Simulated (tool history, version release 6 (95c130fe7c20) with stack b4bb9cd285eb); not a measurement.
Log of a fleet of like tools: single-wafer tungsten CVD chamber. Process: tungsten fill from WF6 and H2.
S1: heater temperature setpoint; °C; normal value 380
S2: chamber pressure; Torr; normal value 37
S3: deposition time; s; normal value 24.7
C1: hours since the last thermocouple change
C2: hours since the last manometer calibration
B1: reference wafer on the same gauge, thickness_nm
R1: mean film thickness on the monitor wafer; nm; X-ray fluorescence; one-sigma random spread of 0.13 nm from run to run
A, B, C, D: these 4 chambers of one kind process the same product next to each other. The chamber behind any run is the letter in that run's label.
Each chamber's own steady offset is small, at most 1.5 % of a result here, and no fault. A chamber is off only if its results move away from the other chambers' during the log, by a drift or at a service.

| run | hour | S1 | S2 | S3 | C1 | C2 | B1 | R1 |
|---|---|---|---|---|---|---|---|---|
| 1C | 4.5 | 380 | 37 | 24.7 | 869.5 | 1092.6 | 45.704 | 53.654 |
| 2B | 10.7 | 380 | 37 | 24.7 | 1213.5 | 406.0 | 45.703 | 54.084 |
| 3D | 17.2 | 380 | 37 | 24.7 | 1131.2 | 1445.3 | 45.683 | 53.744 |
| 4A | 21.5 | 380 | 37 | 24.7 | 763.5 | 558.3 | 45.678 | 54.380 |
| 5C | 25.6 | 380 | 37 | 24.7 | 890.6 | 1113.7 | 45.692 | 53.667 |
| 6A | 31.3 | 380 | 37 | 24.7 | 773.3 | 568.1 | 45.706 | 54.647 |
| 7D | 36.8 | 380 | 37 | 24.7 | 1150.8 | 1464.9 | 45.693 | 53.733 |
| 8B | 40.3 | 387 | 37 | 21.3 | 1243.1 | 435.6 | 45.705 | 53.494 |
| 9C | 46.8 | 387 | 37 | 21.3 | 911.8 | 1134.9 | 45.687 | 53.464 |
| 10B | 53.0 | 387 | 37 | 21.3 | 1255.8 | 448.3 | 45.689 | 53.423 |
| 11D | 60.1 | 387 | 37 | 21.3 | 1174.1 | 1488.2 | 45.694 | 53.369 |
| 12A | 66.7 | 391 | 37 | 24.7 | 808.7 | 603.5 | 45.733 | 67.834 |
| 13D | 71.4 | 391 | 37 | 24.7 | 1185.4 | 1499.5 | 45.693 | 66.619 |
| 14A | 76.4 | 391 | 37 | 24.7 | 818.4 | 613.2 | 45.701 | 67.916 |
| 15B | 81.2 | 391 | 37 | 24.7 | 1284.0 | 476.5 | 45.690 | 67.017 |
| 16C | 86.0 | 380 | 37 | 24.7 | 951.0 | 1174.1 | 45.695 | 53.908 |
|  | 86.5 | chamber B: thermocouple changed; heater temperature recalibrated |
| 17C | 92.8 | 380 | 37 | 26.2 | 957.8 | 1180.9 | 45.712 | 57.014 |
| 18D | 100.5 | 380 | 37 | 26.2 | 1214.5 | 1528.6 | 45.667 | 56.926 |
| 19B | 104.5 | 380 | 37 | 26.2 | 18.1 | 499.8 | 45.715 | 57.547 |
| 20A | 111.1 | 380 | 37 | 26.2 | 853.1 | 647.9 | 45.690 | 57.824 |
| 21B | 115.7 | 380 | 37 | 24.7 | 29.3 | 511.0 | 45.672 | 54.112 |
| 22D | 120.2 | 380 | 37 | 24.7 | 1234.2 | 1548.3 | 45.707 | 53.614 |
| 23A | 125.5 | 380 | 37 | 24.7 | 867.5 | 662.3 | 45.695 | 54.233 |
| 24C | 133.2 | 385 | 37 | 20.2 | 998.2 | 1221.3 | 45.716 | 48.656 |
| 25C | 138.3 | 385 | 37 | 20.2 | 1003.3 | 1226.4 | 45.717 | 48.670 |
| 26B | 145.4 | 385 | 37 | 20.2 | 59.0 | 540.7 | 45.698 | 48.848 |
| 27A | 151.7 | 385 | 37 | 20.2 | 893.7 | 688.5 | 45.704 | 49.194 |

Decide between three cases: one chamber stands off from its peers, the gauge reading all wafers drifts, or nothing is wrong past each chamber's small offset. Where a chamber is off, say which and what most likely put it there.

Neither any chamber nor the gauge drifts; the chambers differ only by their own small, steady offsets.

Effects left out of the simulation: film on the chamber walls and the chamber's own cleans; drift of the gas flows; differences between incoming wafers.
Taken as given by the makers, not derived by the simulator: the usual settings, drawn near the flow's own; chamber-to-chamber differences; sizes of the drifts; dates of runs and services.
